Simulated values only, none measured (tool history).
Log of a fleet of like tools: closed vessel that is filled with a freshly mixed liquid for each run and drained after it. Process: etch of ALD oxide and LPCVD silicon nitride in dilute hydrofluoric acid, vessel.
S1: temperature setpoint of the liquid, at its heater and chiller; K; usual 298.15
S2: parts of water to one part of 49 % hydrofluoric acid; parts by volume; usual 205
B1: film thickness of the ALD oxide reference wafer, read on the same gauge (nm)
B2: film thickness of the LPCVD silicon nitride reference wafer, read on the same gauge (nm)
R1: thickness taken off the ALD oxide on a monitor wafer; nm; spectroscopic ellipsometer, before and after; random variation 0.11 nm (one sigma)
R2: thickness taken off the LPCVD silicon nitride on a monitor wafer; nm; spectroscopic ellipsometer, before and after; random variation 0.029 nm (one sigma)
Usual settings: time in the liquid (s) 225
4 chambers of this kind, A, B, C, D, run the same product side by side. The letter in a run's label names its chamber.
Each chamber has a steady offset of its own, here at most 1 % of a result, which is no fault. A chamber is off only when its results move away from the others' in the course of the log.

Run 1D, hour 7.0: usual settings; B1 120.00; B2 90.005. Result: R1 23.0360 nm, R2 0.57962 nm.
Run 2B, hour 17.5: usual settings; B1 120.02; B2 90.018. Result: R1 22.8440 nm, R2 0.61396 nm.
Run 3A, hour 24.2: usual settings; B1 120.00; B2 90.002. Result: R1 23.0270 nm, R2 0.59510 nm.
Run 4C, hour 30.9: usual settings; B1 120.01; B2 90.000. Result: R1 23.2040 nm, R2 0.56938 nm.
Run 5B, hour 37.4: usual settings; B1 120.01; B2 90.028. Result: R1 23.0670 nm, R2 0.58699 nm.
Run 6C, hour 43.6: usual settings; B1 119.98; B2 89.954. Result: R1 23.1630 nm, R2 0.64213 nm.
At hour 50.0: chamber C: thermometer replaced.
At hour 51.7: chamber D: hydrofluoric acid flow meter replaced.
Run 7D, hour 52.6: usual settings; B1 119.98; B2 89.975. Result: R1 22.8580 nm, R2 0.59408 nm.
Run 8A, hour 60.4: usual settings; B1 119.99; B2 89.999. Result: R1 22.8940 nm, R2 0.60586 nm.
Run 9B, hour 65.6: usual settings but S2 270 parts by volume; B1 120.01; B2 89.940. Result: R1 16.0660 nm, R2 0.47090 nm.
Run 10C, hour 74.2: usual settings but S2 270 parts by volume; B1 119.97; B2 89.983. Result: R1 16.4370 nm, R2 0.46486 nm.
Run 11A, hour 81.1: usual settings but S2 270 parts by volume; B1 120.00; B2 90.000. Result: R1 16.1870 nm, R2 0.44249 nm.
Run 12D, hour 86.9: usual settings but S2 270 parts by volume; B1 119.99; B2 90.008. Result: R1 16.3490 nm, R2 0.48177 nm.
Run 13D, hour 93.7: usual settings; B1 120.03; B2 90.040. Result: R1 22.9200 nm, R2 0.64029 nm.
Run 14A, hour 99.9: usual settings; B1 120.01; B2 89.982. Result: R1 22.5780 nm, R2 0.55011 nm.
Run 15B, hour 107.8: usual settings but time in the liquid (s) 295; B1 120.00; B2 90.002. Result: R1 29.8980 nm, R2 0.68758 nm.
Run 16C, hour 118.5: usual settings but time in the liquid (s) 295; B1 119.98; B2 90.068. Result: R1 30.4110 nm, R2 0.78026 nm.
Run 17C, hour 123.7: usual settings but time in the liquid (s) 295; B1 120.00; B2 90.035. Result: R1 30.2590 nm, R2 0.78352 nm.
Run 18D, hour 128.7: usual settings but time in the liquid (s) 295; B1 120.00; B2 90.046. Result: R1 30.2950 nm, R2 0.78080 nm.
Run 19B, hour 138.2: usual settings; B1 120.00; B2 89.971. Result: R1 22.8300 nm, R2 0.57551 nm.
Run 20A, hour 143.0: usual settings; B1 120.03; B2 90.019. Result: R1 22.0300 nm, R2 0.54992 nm.
Run 21B, hour 153.4: usual settings but S1 293.15 K, time in the liquid (s) 300; B1 120.01; B2 90.037. Result: R1 25.2140 nm, R2 0.58757 nm.
Run 22D, hour 164.0: usual settings but S1 293.15 K, time in the liquid (s) 300; B1 119.99; B2 89.996. Result: R1 25.2050 nm, R2 0.53936 nm.
Run 23A, hour 174.8: usual settings but S1 293.15 K, time in the liquid (s) 300; B1 119.98; B2 90.048. Result: R1 23.9260 nm, R2 0.53280 nm.
Run 24C, hour 180.5: usual settings but S1 293.15 K, time in the liquid (s) 300; B1 120.01; B2 89.997. Result: R1 25.5430 nm, R2 0.59043 nm.
Run 25A, hour 187.1: usual settings; B1 120.01; B2 90.014. Result: R1 21.4920 nm, R2 0.52780 nm.
Run 26C, hour 194.1: usual settings but S2 265 parts by volume, time in the liquid (s) 135; B1 119.98; B2 89.993. Result: R1 9.9856 nm, R2 0.27736 nm.

Next, every chamber runs the same settings. What will each give?
Run 27A, hour 202.0: usual settings but time in the liquid (s) 95. Result: R1 ?, R2 ?.
Run 27B, hour 202.0: usual settings but time in the liquid (s) 95. Result: R1 ?, R2 ?.
Run 27C, hour 202.0: usual settings but time in the liquid (s) 95. Result: R1 ?, R2 ?.
Run 27D, hour 202.0: usual settings but time in the liquid (s) 95. Result: R1 ?, R2 ?.

run      R1       R2
27A  8.9828  0.22839
27B  9.6802  0.24799
27C  9.8464  0.23902
27D  9.7538  0.24903
